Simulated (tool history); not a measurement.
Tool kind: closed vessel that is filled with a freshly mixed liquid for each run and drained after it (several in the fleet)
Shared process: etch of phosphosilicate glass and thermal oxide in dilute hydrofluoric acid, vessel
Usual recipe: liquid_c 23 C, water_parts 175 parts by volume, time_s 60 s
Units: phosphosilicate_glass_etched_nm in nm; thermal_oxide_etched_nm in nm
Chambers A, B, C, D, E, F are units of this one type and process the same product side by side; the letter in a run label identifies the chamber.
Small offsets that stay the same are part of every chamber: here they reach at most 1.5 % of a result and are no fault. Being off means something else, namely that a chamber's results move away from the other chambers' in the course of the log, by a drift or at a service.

| run | hour | liquid_c | water_parts | time_s | read-back film thickness of the phosphosilicate glass reference wafer, read on the same gauge (nm) | read-back film thickness of the thermal oxide reference wafer, read on the same gauge (nm) | phosphosilicate_glass_etched_nm | thermal_oxide_etched_nm |
|---|---|---|---|---|---|---|---|---|
| 1B | 9.3 | 23 | 175 | 60 | 50.013 | 50.009 | 57.853 | 1.4237 |
| 2F | 22.5 | 23 | 175 | 60 | 50.009 | 49.957 | 56.708 | 1.3795 |
| 3A | 32.2 | 23 | 175 | 60 | 50.028 | 50.023 | 58.201 | 1.3921 |
| 4E | 40.4 | 23 | 175 | 60 | 50.017 | 49.975 | 57.377 | 1.3992 |
| 5D | 52.9 | 23 | 175 | 60 | 50.002 | 50.011 | 57.867 | 1.3922 |
| 6C | 63.8 | 23 | 175 | 90 | 50.013 | 50.014 | 85.787 | 2.1318 |
| 7A | 73.4 | 23 | 175 | 90 | 50.035 | 49.966 | 87.255 | 2.0344 |
| 8D | 83.1 | 23 | 175 | 90 | 50.002 | 50.037 | 86.911 | 2.1608 |
| 9E | 95.1 | 23 | 175 | 90 | 49.997 | 49.998 | 86.63 | 2.1155 |
| 10C | 108.6 | 23 | 175 | 90 | 49.974 | 50.032 | 86.495 | 2.1932 |
| 11F | 118.7 | 23 | 175 | 90 | 49.988 | 50.009 | 85.667 | 2.1054 |
| 12B | 128.8 | 20 | 175 | 45 | 49.979 | 49.984 | 38.451 | 0.93416 |
| 13D | 137.7 | 20 | 175 | 45 | 49.985 | 49.924 | 38.518 | 0.91794 |
| 14B | 145.1 | 20 | 175 | 45 | 49.981 | 49.961 | 38.332 | 0.95092 |
| 15F | 155.6 | 20 | 175 | 45 | 49.977 | 50.009 | 38.354 | 0.92318 |
| 16E | 162.6 | 20 | 175 | 45 | 49.967 | 50.019 | 38.855 | 0.94193 |
| 17A | 174.6 | 20 | 175 | 45 | 50.016 | 50.083 | 38.594 | 0.9369 |
| 18C | 180.9 | 23 | 175 | 60 | 50.001 | 50.004 | 58.126 | 1.3763 |
| 19A | 188.3 | 23 | 100 | 75 | 49.975 | 49.988 | 137.27 | 3.2635 |
| 20B | 196.9 | 23 | 100 | 75 | 50.017 | 50.006 | 135.47 | 3.359 |
| 21D | 205.4 | 23 | 100 | 75 | 50.015 | 49.99 | 138 | 3.4154 |
| 22C | 216.7 | 23 | 100 | 75 | 49.998 | 50.016 | 136.8 | 3.2841 |
|  | 220.3 | chamber F: thermometer replaced |
|  | 221.9 | chamber F: hydrofluoric acid flow meter replaced |
| 23F | 227.2 | 23 | 100 | 75 | 50.008 | 49.981 | 137.26 | 3.3482 |
| 24E | 240.8 | 23 | 100 | 75 | 50.034 | 49.975 | 136.45 | 3.3235 |
| 25A | 248 | 23 | 175 | 60 | 50.016 | 50.005 | 57.643 | 1.3715 |
| 26C | 254.5 | 23 | 175 | 60 | 49.968 | 50.003 | 57.492 | 1.3947 |
| 27F | 263.3 | 23 | 175 | 60 | 50.019 | 50.017 | 57.829 | 1.3694 |
| 28E | 273.1 | 23 | 175 | 60 | 49.979 | 50.024 | 58.097 | 1.4033 |
| 29D | 279.5 | 23 | 175 | 60 | 50.006 | 49.982 | 58.002 | 1.3783 |
| 30B | 289.9 | 23 | 175 | 60 | 49.992 | 50.001 | 57.923 | 1.4358 |
| 31E | 303.7 | 23 | 175 | 60 | 50.039 | 49.951 | 57.364 | 1.4045 |
| 32C | 313.8 | 23 | 175 | 60 | 49.993 | 50.006 | 58.438 | 1.3977 |
| 33F | 325.3 | 23 | 175 | 60 | 50.01 | 50.037 | 57.361 | 1.3286 |
| 34A | 337.4 | 23 | 175 | 60 | 49.988 | 50.004 | 57.96 | 1.4166 |
| 35B | 344.3 | 23 | 175 | 60 | 50.01 | 49.987 | 57.272 | 1.3965 |
|  | 349.5 | chamber E: hydrofluoric acid flow meter replaced |
| 36D | 358 | 23 | 175 | 60 | 49.996 | 50.005 | 57.759 | 1.3589 |
|  | 361.8 | chamber D: hydrofluoric acid flow meter replaced |
| 37C | 368.1 | 23 | 175 | 60 | 50.017 | 50.024 | 57.94 | 1.3603 |
| 38A | 374.5 | 23 | 175 | 60 | 50.022 | 50 | 57.712 | 1.3667 |
| 39D | 382.2 | 23 | 175 | 60 | 49.985 | 49.983 | 57.674 | 1.4739 |
| 40B | 394.9 | 18.5 | 215 | 60 | 49.994 | 49.982 | 38.236 | 0.90392 |
| 41E | 405.4 | 18.5 | 215 | 60 | 49.985 | 50.005 | 38.012 | 0.98307 |

Next, every chamber runs the same settings. What will each give?
| 42A | 415.4 | 23 | 175 | 60 |  |  | ? | ? |
| 42B | 415.4 | 23 | 175 | 60 |  |  | ? | ? |
| 42C | 415.4 | 23 | 175 | 60 |  |  | ? | ? |
| 42D | 415.4 | 23 | 175 | 60 |  |  | ? | ? |
| 42E | 415.4 | 23 | 175 | 60 |  |  | ? | ? |
| 42F | 415.4 | 23 | 175 | 60 |  |  | ? | ? |

| run | phosphosilicate_glass_etched_nm | thermal_oxide_etched_nm |
|---|---|---|
| 42A | 58.3 | 1.435 |
| 42B | 57.149 | 1.3811 |
| 42C | 57.862 | 1.4056 |
| 42D | 57.925 | 1.3912 |
| 42E | 57.905 | 1.4425 |
| 42F | 57.215 | 1.4351 |
